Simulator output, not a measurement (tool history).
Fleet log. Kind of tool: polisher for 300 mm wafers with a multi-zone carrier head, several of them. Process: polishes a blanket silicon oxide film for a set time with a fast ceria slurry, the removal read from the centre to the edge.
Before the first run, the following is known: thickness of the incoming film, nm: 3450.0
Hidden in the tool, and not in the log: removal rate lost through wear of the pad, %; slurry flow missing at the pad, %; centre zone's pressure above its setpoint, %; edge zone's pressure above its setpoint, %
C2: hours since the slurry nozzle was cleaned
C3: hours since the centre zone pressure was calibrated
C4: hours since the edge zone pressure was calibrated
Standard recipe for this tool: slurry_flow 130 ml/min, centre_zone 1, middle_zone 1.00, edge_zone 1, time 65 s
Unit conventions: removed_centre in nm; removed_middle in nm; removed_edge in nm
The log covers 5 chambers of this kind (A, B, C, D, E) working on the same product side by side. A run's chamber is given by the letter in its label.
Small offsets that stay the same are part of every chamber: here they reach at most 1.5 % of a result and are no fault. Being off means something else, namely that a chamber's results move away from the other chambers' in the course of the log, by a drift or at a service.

-- hour=1.0 chamber A: slurry nozzle cleaned
run 1C hour=6.0 | slurry_flow=130 centre_zone=1 middle_zone=1.00 edge_zone=1 time=65 | wafers_polished_on_this_pad=157 C2=111.8 C3=907.6 C4=612.4 | removed_centre=1172.60 removed_middle=1176.40 removed_edge=1202.60
run 2E hour=11.5 | slurry_flow=130 centre_zone=1 middle_zone=1.00 edge_zone=1 time=65 | wafers_polished_on_this_pad=1113 C2=314.2 C3=121.1 C4=269.0 | removed_centre=1191.00 removed_middle=1183.60 removed_edge=1173.70
run 3D hour=16.1 | slurry_flow=130 centre_zone=1 middle_zone=1.00 edge_zone=1 time=65 | wafers_polished_on_this_pad=291 C2=435.2 C3=1038.4 C4=783.1 | removed_centre=1222.90 removed_middle=1172.80 removed_edge=1177.00
run 4A hour=20.8 | slurry_flow=130 centre_zone=1 middle_zone=1.00 edge_zone=1 time=65 | wafers_polished_on_this_pad=547 C2=19.9 C3=378.1 C4=289.6 | removed_centre=1196.60 removed_middle=1214.30 removed_edge=1194.50
-- hour=26.0 chamber E: worn pad replaced by a new one
run 5B hour=29.1 | slurry_flow=130 centre_zone=1 middle_zone=1.00 edge_zone=1 time=65 | wafers_polished_on_this_pad=735 C2=84.6 C3=343.3 C4=984.5 | removed_centre=1193.40 removed_middle=1209.80 removed_edge=1193.30
run 6B hour=35.3 | slurry_flow=130 centre_zone=1 middle_zone=1.00 edge_zone=1 time=65 | wafers_polished_on_this_pad=815 C2=90.8 C3=349.5 C4=990.7 | removed_centre=1188.70 removed_middle=1184.90 removed_edge=1187.70
-- hour=35.7 chamber D: centre zone pressure recalibrated
run 7C hour=42.8 | slurry_flow=130 centre_zone=1 middle_zone=1.00 edge_zone=1 time=65 | wafers_polished_on_this_pad=632 C2=148.6 C3=944.4 C4=649.2 | removed_centre=1190.90 removed_middle=1184.80 removed_edge=1199.60
run 8E hour=50.2 | slurry_flow=130 centre_zone=1 middle_zone=1.00 edge_zone=1 time=65 | wafers_polished_on_this_pad=313 C2=352.9 C3=159.8 C4=307.7 | removed_centre=1197.50 removed_middle=1201.60 removed_edge=1160.90
run 9D hour=57.4 | slurry_flow=130 centre_zone=1 middle_zone=1.00 edge_zone=1 time=65 | wafers_polished_on_this_pad=824 C2=476.5 C3=21.7 C4=824.4 | removed_centre=1195.30 removed_middle=1182.30 removed_edge=1199.40
run 10A hour=64.7 | slurry_flow=130 centre_zone=1 middle_zone=1.00 edge_zone=1 time=65 | wafers_polished_on_this_pad=1114 C2=63.8 C3=422.0 C4=333.5 | removed_centre=1216.00 removed_middle=1216.90 removed_edge=1196.20
run 11E hour=69.9 | slurry_flow=130 centre_zone=1 middle_zone=1.00 edge_zone=1 time=65 | wafers_polished_on_this_pad=567 C2=372.6 C3=179.5 C4=327.4 | removed_centre=1192.20 removed_middle=1191.80 removed_edge=1168.90
-- hour=73.0 chamber A: worn pad replaced by a new one
run 12C hour=77.9 | slurry_flow=130 centre_zone=1 middle_zone=1.00 edge_zone=1 time=65 | wafers_polished_on_this_pad=1086 C2=183.7 C3=979.5 C4=684.3 | removed_centre=1185.80 removed_middle=1180.00 removed_edge=1196.60
-- hour=81.0 chamber B: worn pad replaced by a new one
run 13A hour=85.0 | slurry_flow=130 centre_zone=1 middle_zone=1.00 edge_zone=1 time=65 | wafers_polished_on_this_pad=155 C2=84.1 C3=442.3 C4=353.8 | removed_centre=1212.80 removed_middle=1223.80 removed_edge=1183.60
-- hour=87.2 chamber C: worn pad replaced by a new one
run 14D hour=93.6 | slurry_flow=130 centre_zone=1 middle_zone=1.00 edge_zone=1 time=65 | wafers_polished_on_this_pad=1292 C2=512.7 C3=57.9 C4=860.6 | removed_centre=1205.80 removed_middle=1176.00 removed_edge=1188.60
run 15B hour=99.6 | slurry_flow=130 centre_zone=1 middle_zone=1.00 edge_zone=1 time=65 | wafers_polished_on_this_pad=241 C2=155.1 C3=413.8 C4=1055.0 | removed_centre=1188.50 removed_middle=1177.70 removed_edge=1178.90
-- hour=105.1 chamber B: edge zone pressure recalibrated
-- hour=106.5 chamber D: worn pad replaced by a new one
run 16B hour=107.4 | slurry_flow=130 centre_zone=1 middle_zone=1.00 edge_zone=1 time=87 | wafers_polished_on_this_pad=342 C2=162.9 C3=421.6 C4=2.3 | removed_centre=1606.30 removed_middle=1588.50 removed_edge=1596.80
run 17C hour=114.7 | slurry_flow=130 centre_zone=1 middle_zone=1.00 edge_zone=1 time=87 | wafers_polished_on_this_pad=356 C2=220.5 C3=1016.3 C4=721.1 | removed_centre=1611.60 removed_middle=1591.80 removed_edge=1607.10
run 18D hour=119.6 | slurry_flow=130 centre_zone=1 middle_zone=1.00 edge_zone=1 time=87 | wafers_polished_on_this_pad=169 C2=538.7 C3=83.9 C4=886.6 | removed_centre=1609.60 removed_middle=1564.10 removed_edge=1597.70
-- hour=120.6 chamber D: slurry nozzle cleaned
-- hour=121.5 chamber C: edge zone pressure recalibrated
run 19E hour=125.9 | slurry_flow=130 centre_zone=1 middle_zone=1.00 edge_zone=1 time=87 | wafers_polished_on_this_pad=1291 C2=428.6 C3=235.5 C4=383.4 | removed_centre=1526.90 removed_middle=1573.40 removed_edge=1566.70
-- hour=127.4 chamber E: worn pad replaced by a new one
run 20A hour=130.1 | slurry_flow=130 centre_zone=1 middle_zone=1.00 edge_zone=1 time=87 | wafers_polished_on_this_pad=737 C2=129.2 C3=487.4 C4=398.9 | removed_centre=1599.50 removed_middle=1603.60 removed_edge=1585.50
run 21E hour=135.3 | slurry_flow=130 centre_zone=1 middle_zone=1.00 edge_zone=1 time=65 | wafers_polished_on_this_pad=103 C2=438.0 C3=244.9 C4=392.8 | removed_centre=1176.60 removed_middle=1166.20 removed_edge=1160.10
run 22A hour=142.4 | slurry_flow=165 centre_zone=1 middle_zone=1.00 edge_zone=1 time=46 | wafers_polished_on_this_pad=896 C2=141.5 C3=499.7 C4=411.2 | removed_centre=895.53 removed_middle=906.45 removed_edge=877.68
run 23D hour=147.1 | slurry_flow=165 centre_zone=1 middle_zone=1.00 edge_zone=1 time=46 | wafers_polished_on_this_pad=524 C2=26.5 C3=111.4 C4=914.1 | removed_centre=896.13 removed_middle=898.20 removed_edge=876.27
run 24B hour=153.9 | slurry_flow=165 centre_zone=1 middle_zone=1.00 edge_zone=1 time=46 | wafers_polished_on_this_pad=942 C2=209.4 C3=468.1 C4=48.8 | removed_centre=896.49 removed_middle=877.17 removed_edge=866.70
run 25C hour=161.6 | slurry_flow=165 centre_zone=1 middle_zone=1.00 edge_zone=1 time=46 | wafers_polished_on_this_pad=962 C2=267.4 C3=1063.2 C4=40.2 | removed_centre=886.46 removed_middle=875.60 removed_edge=887.55
run 26C hour=169.5 | slurry_flow=165 centre_zone=1 middle_zone=1.00 edge_zone=1 time=46 | wafers_polished_on_this_pad=1064 C2=275.3 C3=1071.1 C4=48.1 | removed_centre=893.27 removed_middle=861.25 removed_edge=878.15
-- hour=173.8 chamber C: worn pad replaced by a new one
run 27E hour=175.8 | slurry_flow=130 centre_zone=1 middle_zone=1.00 edge_zone=1 time=65 | wafers_polished_on_this_pad=626 C2=478.5 C3=285.4 C4=433.3 | removed_centre=1131.90 removed_middle=1146.10 removed_edge=1146.30
run 28D hour=181.9 | slurry_flow=130 centre_zone=1 middle_zone=1.00 edge_zone=1 time=65 | wafers_polished_on_this_pad=974 C2=61.3 C3=146.2 C4=948.9 | removed_centre=1201.10 removed_middle=1195.30 removed_edge=1181.70
run 29B hour=189.9 | slurry_flow=130 centre_zone=1 middle_zone=1.00 edge_zone=1 time=65 | wafers_polished_on_this_pad=1408 C2=245.4 C3=504.1 C4=84.8 | removed_centre=1192.50 removed_middle=1211.90 removed_edge=1175.20
-- hour=191.5 chamber B: worn pad replaced by a new one
-- hour=193.0 chamber C: centre zone pressure recalibrated
run 30A hour=196.2 | slurry_flow=130 centre_zone=1 middle_zone=1.00 edge_zone=1 time=65 | wafers_polished_on_this_pad=1592 C2=195.3 C3=553.5 C4=465.0 | removed_centre=1185.20 removed_middle=1214.40 removed_edge=1185.70
-- hour=198.3 chamber A: worn pad replaced by a new one
run 31D hour=200.7 | slurry_flow=130 centre_zone=1 middle_zone=1.00 edge_zone=1 time=65 | wafers_polished_on_this_pad=1217 C2=80.1 C3=165.0 C4=967.7 | removed_centre=1207.50 removed_middle=1196.50 removed_edge=1192.90
run 32E hour=206.5 | slurry_flow=130 centre_zone=1 middle_zone=1.00 edge_zone=1 time=65 | wafers_polished_on_this_pad=1023 C2=509.2 C3=316.1 C4=464.0 | removed_centre=1141.80 removed_middle=1119.10 removed_edge=1147.30
run 33A hour=214.7 | slurry_flow=130 centre_zone=1 middle_zone=1.11 edge_zone=1 time=58 | wafers_polished_on_this_pad=212 C2=213.8 C3=572.0 C4=483.5 | removed_centre=1069.10 removed_middle=1174.10 removed_edge=1060.90
-- hour=215.9 chamber D: worn pad replaced by a new one
run 34C hour=222.6 | slurry_flow=130 centre_zone=1 middle_zone=1.11 edge_zone=1 time=58 | wafers_polished_on_this_pad=631 C2=328.4 C3=29.6 C4=101.2 | removed_centre=1062.70 removed_middle=1170.60 removed_edge=1057.50
run 35B hour=228.5 | slurry_flow=130 centre_zone=1 middle_zone=1.11 edge_zone=1 time=58 | wafers_polished_on_this_pad=479 C2=284.0 C3=542.7 C4=123.4 | removed_centre=1073.40 removed_middle=1172.20 removed_edge=1062.50
run 36B hour=232.8 | slurry_flow=130 centre_zone=1 middle_zone=1.11 edge_zone=1 time=58 | wafers_polished_on_this_pad=534 C2=288.3 C3=547.0 C4=127.7 | removed_centre=1062.20 removed_middle=1177.50 removed_edge=1061.80
-- hour=233.4 chamber E: worn pad replaced by a new one
run 37E hour=241.2 | slurry_flow=130 centre_zone=1 middle_zone=1.11 edge_zone=1 time=58 | wafers_polished_on_this_pad=101 C2=543.9 C3=350.8 C4=498.7 | removed_centre=1004.30 removed_middle=1103.20 removed_edge=1008.80
run 38A hour=249.6 | slurry_flow=130 centre_zone=1 middle_zone=1.07 edge_zone=1 time=65 | wafers_polished_on_this_pad=663 C2=248.7 C3=606.9 C4=518.4 | removed_centre=1173.00 removed_middle=1262.20 removed_edge=1177.30
run 39D hour=255.5 | slurry_flow=130 centre_zone=1 middle_zone=1.07 edge_zone=1 time=65 | wafers_polished_on_this_pad=512 C2=134.9 C3=219.8 C4=1022.5 | removed_centre=1185.50 removed_middle=1268.90 removed_edge=1190.30
run 40C hour=263.4 | slurry_flow=130 centre_zone=1 middle_zone=1.07 edge_zone=1 time=65 | wafers_polished_on_this_pad=1159 C2=369.2 C3=70.4 C4=142.0 | removed_centre=1183.30 removed_middle=1278.40 removed_edge=1202.00
run 41D hour=267.5 | slurry_flow=130 centre_zone=1 middle_zone=1.07 edge_zone=1 time=65 | wafers_polished_on_this_pad=667 C2=146.9 C3=231.8 C4=1034.5 | removed_centre=1218.10 removed_middle=1280.90 removed_edge=1192.40
run 42C hour=271.9 | slurry_flow=130 centre_zone=1 middle_zone=1.07 edge_zone=1 time=65 | wafers_polished_on_this_pad=1268 C2=377.7 C3=78.9 C4=150.5 | removed_centre=1209.00 removed_middle=1256.40 removed_edge=1204.90
-- hour=275.0 chamber B: slurry nozzle cleaned
run 43B hour=279.4 | slurry_flow=130 centre_zone=1 middle_zone=1.00 edge_zone=1 time=65 | wafers_polished_on_this_pad=1136 C2=4.4 C3=593.6 C4=174.3 | removed_centre=1201.20 removed_middle=1192.20 removed_edge=1183.70
run 44E hour=283.9 | slurry_flow=130 centre_zone=1 middle_zone=1.00 edge_zone=1 time=65 | wafers_polished_on_this_pad=652 C2=586.6 C3=393.5 C4=541.4 | removed_centre=1087.30 removed_middle=1085.00 removed_edge=1124.80

All 5 chambers run these settings next. Forecast each chamber's results:
run 45A hour=290.5 | slurry_flow=130 centre_zone=1 middle_zone=1.00 edge_zone=1 time=65 | removed_centre=? removed_middle=? removed_edge=?
run 45B hour=290.5 | slurry_flow=130 centre_zone=1 middle_zone=1.00 edge_zone=1 time=65 | removed_centre=? removed_middle=? removed_edge=?
run 45C hour=290.5 | slurry_flow=130 centre_zone=1 middle_zone=1.00 edge_zone=1 time=65 | removed_centre=? removed_middle=? removed_edge=?
run 45D hour=290.5 | slurry_flow=130 centre_zone=1 middle_zone=1.00 edge_zone=1 time=65 | removed_centre=? removed_middle=? removed_edge=?
run 45E hour=290.5 | slurry_flow=130 centre_zone=1 middle_zone=1.00 edge_zone=1 time=65 | removed_centre=? removed_middle=? removed_edge=?

run=45A removed_centre=1197.10 removed_middle=1204.10 removed_edge=1189.40
run=45B removed_centre=1182.50 removed_middle=1206.00 removed_edge=1190.20
run=45C removed_centre=1193.80 removed_middle=1176.90 removed_edge=1196.60
run=45D removed_centre=1195.10 removed_middle=1181.40 removed_edge=1186.90
run=45E removed_centre=1083.10 removed_middle=1097.60 removed_edge=1125.40

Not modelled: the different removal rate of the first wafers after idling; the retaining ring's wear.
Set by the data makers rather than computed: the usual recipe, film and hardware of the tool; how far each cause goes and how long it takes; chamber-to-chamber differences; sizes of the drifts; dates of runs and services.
